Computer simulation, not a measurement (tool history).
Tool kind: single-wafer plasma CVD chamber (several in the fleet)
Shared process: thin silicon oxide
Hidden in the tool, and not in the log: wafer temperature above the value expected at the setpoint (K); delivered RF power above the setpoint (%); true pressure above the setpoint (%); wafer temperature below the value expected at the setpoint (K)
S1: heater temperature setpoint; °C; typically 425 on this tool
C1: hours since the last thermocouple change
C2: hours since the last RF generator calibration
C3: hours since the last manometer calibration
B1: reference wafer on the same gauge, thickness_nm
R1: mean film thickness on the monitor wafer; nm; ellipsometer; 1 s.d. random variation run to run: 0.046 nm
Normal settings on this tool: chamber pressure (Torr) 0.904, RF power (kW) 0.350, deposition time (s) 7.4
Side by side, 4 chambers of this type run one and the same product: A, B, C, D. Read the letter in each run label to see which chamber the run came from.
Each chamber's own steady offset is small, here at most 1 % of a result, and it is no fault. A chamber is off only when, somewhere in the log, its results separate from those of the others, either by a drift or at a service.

Run 1A, day 0.429: usual settings; C1 737.0; C2 1566.0; C3 921.3; B1 16.303. Result: R1 15.732 nm.
Run 2B, day 0.700: usual settings; C1 203.5; C2 790.5; C3 239.5; B1 16.296. Result: R1 15.712 nm.
Run 3C, day 1.217: usual settings; C1 1376.6; C2 495.6; C3 1160.4; B1 16.296. Result: R1 15.787 nm.
Run 4D, day 1.554: usual settings; C1 589.5; C2 670.2; C3 824.3; B1 16.310. Result: R1 15.798 nm.
Run 5B, day 2.125: usual settings; C1 237.7; C2 824.7; C3 273.7; B1 16.306. Result: R1 15.775 nm.
Run 6C, day 2.425: usual settings; C1 1405.6; C2 524.6; C3 1189.4; B1 16.313. Result: R1 15.721 nm.
Run 7D, day 2.838: usual settings; C1 620.3; C2 701.0; C3 855.1; B1 16.302. Result: R1 15.836 nm.
Run 8A, day 3.450: usual settings; C1 809.5; C2 1638.5; C3 993.8; B1 16.297. Result: R1 15.826 nm.
Run 9C, day 3.883: usual settings; C1 1440.6; C2 559.6; C3 1224.4; B1 16.312. Result: R1 15.747 nm.
Run 10D, day 4.396: usual settings; C1 657.7; C2 738.4; C3 892.5; B1 16.298. Result: R1 15.763 nm.
Run 11A, day 4.900: usual settings but S1 415 °C, chamber pressure (Torr) 1.032; C1 844.3; C2 1673.3; C3 1028.6; B1 16.303. Result: R1 17.511 nm.
Run 12B, day 5.242: usual settings but S1 415 °C, chamber pressure (Torr) 1.032; C1 312.5; C2 899.5; C3 348.5; B1 16.300. Result: R1 17.561 nm.
Run 13A, day 5.721: usual settings but S1 415 °C, chamber pressure (Torr) 1.032; C1 864.0; C2 1693.0; C3 1048.3; B1 16.305. Result: R1 17.471 nm.
Run 14B, day 6.338: usual settings but S1 415 °C, chamber pressure (Torr) 1.032; C1 338.8; C2 925.8; C3 374.8; B1 16.294. Result: R1 17.435 nm.
At day 6.367: chamber C: capacitance manometer re-zeroed and calibrated.
Run 15C, day 6.762: usual settings; C1 1509.7; C2 628.7; C3 9.5; B1 16.296. Result: R1 16.111 nm.
Run 16D, day 7.200: usual settings; C1 725.0; C2 805.7; C3 959.8; B1 16.307. Result: R1 15.728 nm.
Run 17C, day 7.479: usual settings; C1 1526.9; C2 645.9; C3 26.7; B1 16.306. Result: R1 16.184 nm.
Run 18A, day 8.025: usual settings; C1 919.3; C2 1748.3; C3 1103.6; B1 16.298. Result: R1 15.804 nm.
At day 8.471: chamber C: thermocouple changed; heater temperature recalibrated.
Run 19B, day 8.562: usual settings but S1 421 °C, RF power (kW) 0.300; C1 392.2; C2 979.2; C3 428.2; B1 16.310. Result: R1 14.877 nm.
Run 20D, day 9.058: usual settings but S1 421 °C, RF power (kW) 0.300; C1 769.6; C2 850.3; C3 1004.4; B1 16.298. Result: R1 14.875 nm.
Run 21D, day 9.450: usual settings but S1 421 °C, RF power (kW) 0.300; C1 779.0; C2 859.7; C3 1013.8; B1 16.288. Result: R1 14.985 nm.
Run 22A, day 9.979: usual settings but S1 421 °C, RF power (kW) 0.300; C1 966.2; C2 1795.2; C3 1150.5; B1 16.305. Result: R1 14.864 nm.
Run 23B, day 10.338: usual settings; C1 434.8; C2 1021.8; C3 470.8; B1 16.295. Result: R1 15.712 nm.
Run 24C, day 10.938: usual settings; C1 59.3; C2 728.9; C3 109.7; B1 16.301. Result: R1 16.117 nm.
Run 25A, day 11.504: usual settings but chamber pressure (Torr) 0.790; C1 1002.8; C2 1831.8; C3 1187.1; B1 16.299. Result: R1 14.037 nm.
Run 26C, day 11.962: usual settings but chamber pressure (Torr) 0.790; C1 83.9; C2 753.5; C3 134.3; B1 16.299. Result: R1 14.412 nm.
Run 27B, day 12.504: usual settings but chamber pressure (Torr) 0.790; C1 486.8; C2 1073.8; C3 522.8; B1 16.306. Result: R1 14.036 nm.
Run 28D, day 12.967: usual settings but chamber pressure (Torr) 0.790; C1 863.4; C2 944.1; C3 1098.2; B1 16.295. Result: R1 14.057 nm.
Run 29C, day 13.254: usual settings; C1 114.9; C2 784.5; C3 165.3; B1 16.299. Result: R1 16.052 nm.
Run 30A, day 13.679: usual settings; C1 1055.0; C2 1884.0; C3 1239.3; B1 16.301. Result: R1 15.878 nm.
Run 31D, day 13.967: usual settings; C1 887.4; C2 968.1; C3 1122.2; B1 16.298. Result: R1 15.813 nm.
Run 32B, day 14.529: usual settings; C1 535.4; C2 1122.4; C3 571.4; B1 16.297. Result: R1 15.751 nm.
Run 33C, day 14.896: usual settings; C1 154.3; C2 823.9; C3 204.7; B1 16.297. Result: R1 16.224 nm.
Run 34B, day 15.388: usual settings; C1 556.0; C2 1143.0; C3 592.0; B1 16.306. Result: R1 15.812 nm.
Run 35D, day 15.692: usual settings; C1 928.8; C2 1009.5; C3 1163.6; B1 16.300. Result: R1 15.750 nm.
Run 36A, day 16.100: usual settings; C1 1113.1; C2 1942.1; C3 1297.4; B1 16.302. Result: R1 15.806 nm.

Does one chamber stand apart from the rest, does the shared gauge drift, or is all well apart from small per-chamber offsets? Give the chamber and the most likely cause, where there is one.

Chamber C came out of a service off from its peers and stayed that way.
What lies behind it: true pressure above the setpoint (%) = 2.94.

Which of the 4 candidates below, each the usual settings with something changed and its results left as question marks, puts chamber C back in line with what the other chambers give on the usual settings?
A result is in line if it is within this distance of the other chambers' mean on the usual settings: R1 0.160 nm
Run 37C-1, day 16.546: usual settings but RF power (kW) 0.345, deposition time (s) 7.26. Result: R1 ?.
Run 37C-2, day 16.546: usual settings but chamber pressure (Torr) 0.916, deposition time (s) 7.48. Result: R1 ?.
Run 37C-3, day 16.546: usual settings but chamber pressure (Torr) 0.927, deposition time (s) 7.54. Result: R1 ?.
Run 37C-4, day 16.546: usual settings but deposition time (s) 7.10. Result: R1 ?.

Usual-settings mean across the other chambers: R1 15.774 nm
  run      R1
37C-1  15.697
37C-2  16.448
37C-3  16.748
37C-4  15.442
37C-1 puts the chamber back in line with the other chambers.

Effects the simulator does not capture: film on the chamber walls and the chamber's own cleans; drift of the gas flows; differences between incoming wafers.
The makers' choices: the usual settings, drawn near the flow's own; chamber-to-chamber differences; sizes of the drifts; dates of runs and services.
